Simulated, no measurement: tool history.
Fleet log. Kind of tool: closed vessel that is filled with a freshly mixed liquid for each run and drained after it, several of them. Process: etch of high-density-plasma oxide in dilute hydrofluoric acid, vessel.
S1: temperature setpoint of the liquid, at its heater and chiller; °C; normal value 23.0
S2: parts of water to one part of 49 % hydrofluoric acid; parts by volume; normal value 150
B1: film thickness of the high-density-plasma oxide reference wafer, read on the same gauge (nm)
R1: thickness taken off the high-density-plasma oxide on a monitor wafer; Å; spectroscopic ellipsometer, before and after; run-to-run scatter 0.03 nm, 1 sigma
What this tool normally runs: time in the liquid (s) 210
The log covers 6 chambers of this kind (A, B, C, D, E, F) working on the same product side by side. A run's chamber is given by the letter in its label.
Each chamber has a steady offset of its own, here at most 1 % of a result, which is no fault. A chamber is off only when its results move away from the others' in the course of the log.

run 1A hour=9.3 | S1=23.0 S2=150 time_in_the_liquid_(s)=210 | B1=120.02 | R1=64.452
run 2C hour=19.1 | S1=23.0 S2=150 time_in_the_liquid_(s)=210 | B1=120.05 | R1=65.007
run 3E hour=24.9 | S1=23.0 S2=150 time_in_the_liquid_(s)=210 | B1=119.95 | R1=65.313
run 4B hour=34.8 | S1=23.0 S2=150 time_in_the_liquid_(s)=210 | B1=120.02 | R1=64.651
run 5F hour=45.3 | S1=23.0 S2=150 time_in_the_liquid_(s)=210 | B1=120.01 | R1=65.468
run 6D hour=52.2 | S1=23.0 S2=150 time_in_the_liquid_(s)=210 | B1=120.02 | R1=64.959
run 7F hour=57.9 | S1=23.0 S2=150 time_in_the_liquid_(s)=210 | B1=120.02 | R1=65.216
run 8B hour=64.0 | S1=23.0 S2=150 time_in_the_liquid_(s)=210 | B1=120.01 | R1=64.408
run 9C hour=72.4 | S1=23.0 S2=150 time_in_the_liquid_(s)=210 | B1=120.00 | R1=64.806
run 10A hour=77.7 | S1=23.0 S2=150 time_in_the_liquid_(s)=210 | B1=119.98 | R1=64.017
run 11E hour=83.7 | S1=23.0 S2=100 time_in_the_liquid_(s)=120 | B1=120.04 | R1=59.959
run 12D hour=89.3 | S1=23.0 S2=100 time_in_the_liquid_(s)=120 | B1=120.04 | R1=59.061
run 13D hour=99.5 | S1=23.0 S2=100 time_in_the_liquid_(s)=120 | B1=120.03 | R1=59.575
run 14C hour=106.9 | S1=23.0 S2=100 time_in_the_liquid_(s)=120 | B1=120.04 | R1=59.223
run 15B hour=115.9 | S1=23.0 S2=100 time_in_the_liquid_(s)=120 | B1=120.01 | R1=58.743
run 16F hour=124.7 | S1=23.0 S2=100 time_in_the_liquid_(s)=120 | B1=119.99 | R1=58.919
run 17A hour=132.0 | S1=23.0 S2=150 time_in_the_liquid_(s)=210 | B1=120.01 | R1=63.857
run 18E hour=141.1 | S1=23.0 S2=150 time_in_the_liquid_(s)=210 | B1=120.00 | R1=66.362
run 19D hour=149.0 | S1=26.5 S2=150 time_in_the_liquid_(s)=250 | B1=119.99 | R1=88.084
run 20E hour=154.4 | S1=26.5 S2=150 time_in_the_liquid_(s)=250 | B1=120.00 | R1=89.485
run 21F hour=161.6 | S1=26.5 S2=150 time_in_the_liquid_(s)=250 | B1=120.01 | R1=89.234
run 22C hour=172.7 | S1=26.5 S2=150 time_in_the_liquid_(s)=250 | B1=119.99 | R1=88.290
run 23A hour=182.7 | S1=26.5 S2=150 time_in_the_liquid_(s)=250 | B1=120.04 | R1=87.813
run 24B hour=190.8 | S1=26.5 S2=150 time_in_the_liquid_(s)=250 | B1=119.98 | R1=87.310
run 25B hour=199.1 | S1=23.0 S2=150 time_in_the_liquid_(s)=210 | B1=119.97 | R1=63.956
run 26D hour=205.5 | S1=23.0 S2=150 time_in_the_liquid_(s)=210 | B1=120.04 | R1=65.263
run 27E hour=213.0 | S1=23.0 S2=150 time_in_the_liquid_(s)=210 | B1=120.02 | R1=67.170
run 28C hour=218.3 | S1=23.0 S2=150 time_in_the_liquid_(s)=210 | B1=120.00 | R1=65.678
run 29F hour=225.6 | S1=23.0 S2=150 time_in_the_liquid_(s)=210 | B1=120.00 | R1=65.356
-- hour=230.9 chamber F: thermometer replaced
run 30A hour=231.8 | S1=23.0 S2=150 time_in_the_liquid_(s)=210 | B1=120.00 | R1=64.815
run 31F hour=238.7 | S1=23.0 S2=150 time_in_the_liquid_(s)=210 | B1=120.03 | R1=65.891
run 32B hour=246.7 | S1=23.0 S2=210 time_in_the_liquid_(s)=140 | B1=120.07 | R1=29.100
run 33A hour=254.5 | S1=23.0 S2=210 time_in_the_liquid_(s)=140 | B1=120.02 | R1=28.750
run 34D hour=264.6 | S1=23.0 S2=210 time_in_the_liquid_(s)=140 | B1=120.00 | R1=28.876
run 35E hour=273.4 | S1=23.0 S2=210 time_in_the_liquid_(s)=140 | B1=120.04 | R1=30.086
run 36C hour=280.1 | S1=23.0 S2=210 time_in_the_liquid_(s)=140 | B1=119.99 | R1=29.046

Predict what each chamber gives when all 6 of them run the settings below next.
run 37A hour=288.0 | S1=23.0 S2=105 time_in_the_liquid_(s)=210 | R1=?
run 37B hour=288.0 | S1=23.0 S2=105 time_in_the_liquid_(s)=210 | R1=?
run 37C hour=288.0 | S1=23.0 S2=105 time_in_the_liquid_(s)=210 | R1=?
run 37D hour=288.0 | S1=23.0 S2=105 time_in_the_liquid_(s)=210 | R1=?
run 37E hour=288.0 | S1=23.0 S2=105 time_in_the_liquid_(s)=210 | R1=?
run 37F hour=288.0 | S1=23.0 S2=105 time_in_the_liquid_(s)=210 | R1=?

run=37A R1=96.810
run=37B R1=95.906
run=37C R1=98.635
run=37D R1=97.606
run=37E R1=103.570
run=37F R1=98.095

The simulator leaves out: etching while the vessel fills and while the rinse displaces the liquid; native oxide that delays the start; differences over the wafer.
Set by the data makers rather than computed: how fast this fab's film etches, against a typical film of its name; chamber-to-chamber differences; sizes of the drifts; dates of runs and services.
